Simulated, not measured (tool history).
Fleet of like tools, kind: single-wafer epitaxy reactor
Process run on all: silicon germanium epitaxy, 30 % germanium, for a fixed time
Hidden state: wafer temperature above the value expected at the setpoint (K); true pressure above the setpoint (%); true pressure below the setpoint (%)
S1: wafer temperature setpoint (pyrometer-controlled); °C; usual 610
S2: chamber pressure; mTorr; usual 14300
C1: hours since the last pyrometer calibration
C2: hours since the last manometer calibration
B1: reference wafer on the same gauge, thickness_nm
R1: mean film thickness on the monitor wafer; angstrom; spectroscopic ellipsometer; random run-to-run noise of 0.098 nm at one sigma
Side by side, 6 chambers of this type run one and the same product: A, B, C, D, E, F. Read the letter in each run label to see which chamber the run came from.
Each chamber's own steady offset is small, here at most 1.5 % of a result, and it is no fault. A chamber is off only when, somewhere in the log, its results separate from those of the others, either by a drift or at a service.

Run 1D, hour 5.1: usual settings; C1 412.2; C2 1242.5; B1 70.079. Result: R1 615.82 angstrom.
Run 2A, hour 12.1: usual settings; C1 484.4; C2 1919.3; B1 70.09. Result: R1 617.5 angstrom.
Run 3F, hour 16: usual settings; C1 584.8; C2 856; B1 70.056. Result: R1 621.07 angstrom.
Run 4E, hour 22.7: usual settings; C1 2876.6; C2 437.5; B1 70.034. Result: R1 611.97 angstrom.
Run 5C, hour 26.9: usual settings; C1 1469.5; C2 223.2; B1 70.076. Result: R1 617.81 angstrom.
Run 6B, hour 31.9: usual settings; C1 370.2; C2 131.1; B1 70.011. Result: R1 610.05 angstrom.
Run 7C, hour 39.1: usual settings; C1 1481.7; C2 235.4; B1 70.005. Result: R1 617.3 angstrom.
Run 8F, hour 45.2: usual settings; C1 614; C2 885.2; B1 70.001. Result: R1 621.74 angstrom.
Run 9E, hour 48.9: usual settings; C1 2902.8; C2 463.7; B1 70.019. Result: R1 610.93 angstrom.
Run 10A, hour 56.5: usual settings; C1 528.8; C2 1963.7; B1 69.964. Result: R1 616.39 angstrom.
Run 11B, hour 60.8: usual settings; C1 399.1; C2 160; B1 69.988. Result: R1 610.17 angstrom.
Run 12D, hour 67.9: usual settings; C1 475; C2 1305.3; B1 69.977. Result: R1 613.99 angstrom.
Run 13E, hour 73.5: usual settings; C1 2927.4; C2 488.3; B1 69.966. Result: R1 610.99 angstrom.
Run 14C, hour 77: usual settings; C1 1519.6; C2 273.3; B1 69.948. Result: R1 616.42 angstrom.
Run 15F, hour 83: usual settings; C1 651.8; C2 923; B1 69.946. Result: R1 618.01 angstrom.
Run 16A, hour 86.9: usual settings but S1 623 °C, S2 11800 mTorr; C1 559.2; C2 1994.1; B1 69.935. Result: R1 718.94 angstrom.
Run 17D, hour 92.4: usual settings but S1 623 °C, S2 11800 mTorr; C1 499.5; C2 1329.8; B1 69.91. Result: R1 714.29 angstrom.
Run 18B, hour 96.8: usual settings but S1 623 °C, S2 11800 mTorr; C1 435.1; C2 196; B1 69.905. Result: R1 709.31 angstrom.
Run 19F, hour 102.2: usual settings but S1 623 °C, S2 11800 mTorr; C1 671; C2 942.2; B1 69.897. Result: R1 719.37 angstrom.
Run 20A, hour 106.5: usual settings but S1 623 °C, S2 11800 mTorr; C1 578.8; C2 2013.7; B1 69.856. Result: R1 716.85 angstrom.
Run 21B, hour 110.1: usual settings but S1 623 °C, S2 11800 mTorr; C1 448.4; C2 209.3; B1 69.892. Result: R1 706.25 angstrom.
Run 22D, hour 115.4: usual settings; C1 522.5; C2 1352.8; B1 69.863. Result: R1 613.87 angstrom.
At hour 120: chamber C: pyrometer calibrated.
Run 23E, hour 122.8: usual settings; C1 2976.7; C2 537.6; B1 69.847. Result: R1 610.63 angstrom.
Run 24C, hour 129: usual settings; C1 9; C2 325.3; B1 69.808. Result: R1 615.08 angstrom.
At hour 135: chamber E: pyrometer calibrated.
Run 25D, hour 136.8: usual settings; C1 543.9; C2 1374.2; B1 69.826. Result: R1 613.17 angstrom.
Run 26B, hour 142.3: usual settings; C1 480.6; C2 241.5; B1 69.833. Result: R1 606.91 angstrom.
Run 27A, hour 146.5: usual settings; C1 618.8; C2 2053.7; B1 69.803. Result: R1 614.98 angstrom.
Run 28C, hour 150.3: usual settings; C1 30.3; C2 346.6; B1 69.801. Result: R1 617.44 angstrom.
Run 29E, hour 155.1: usual settings; C1 20.2; C2 569.9; B1 69.757. Result: R1 610.18 angstrom.
Run 30F, hour 160.1: usual settings; C1 728.9; C2 1000.1; B1 69.806. Result: R1 618.74 angstrom.
Run 31C, hour 163.5: usual settings; C1 43.5; C2 359.8; B1 69.799. Result: R1 615.05 angstrom.
Run 32F, hour 169.2: usual settings; C1 738; C2 1009.2; B1 69.752. Result: R1 618.12 angstrom.
Run 33E, hour 175.7: usual settings but S1 602 °C, S2 15600 mTorr; C1 40.8; C2 590.5; B1 69.741. Result: R1 544.34 angstrom.
Run 34D, hour 180.5: usual settings but S1 602 °C, S2 15600 mTorr; C1 587.6; C2 1417.9; B1 69.76. Result: R1 548.9 angstrom.
Run 35A, hour 184.9: usual settings but S1 602 °C, S2 15600 mTorr; C1 657.2; C2 2092.1; B1 69.717. Result: R1 549.48 angstrom.
Run 36B, hour 191.9: usual settings but S1 602 °C, S2 15600 mTorr; C1 530.2; C2 291.1; B1 69.694. Result: R1 544.72 angstrom.
Run 37C, hour 197.9: usual settings but S1 602 °C, S2 15600 mTorr; C1 77.9; C2 394.2; B1 69.709. Result: R1 552.57 angstrom.
Run 38F, hour 201.8: usual settings but S1 602 °C, S2 15600 mTorr; C1 770.6; C2 1041.8; B1 69.7. Result: R1 553.24 angstrom.
Run 39E, hour 207.9: usual settings; C1 73; C2 622.7; B1 69.706. Result: R1 608.61 angstrom.
Run 40B, hour 213.2: usual settings; C1 551.5; C2 312.4; B1 69.681. Result: R1 604.99 angstrom.
Run 41D, hour 217.7: usual settings; C1 624.8; C2 1455.1; B1 69.678. Result: R1 612.85 angstrom.
Run 42A, hour 221.1: usual settings; C1 693.4; C2 2128.3; B1 69.682. Result: R1 614.05 angstrom.

Decide between three cases: one chamber stands off from its peers, the gauge reading all wafers drifts, or nothing is wrong past each chamber's small offset. Where a chamber is off, say which and what most likely put it there.

It is the gauge, not a chamber: its drift shows up in every chamber's results at once, and no chamber is off.
Likeliest cause: gauge reads low (%) = 0.651.
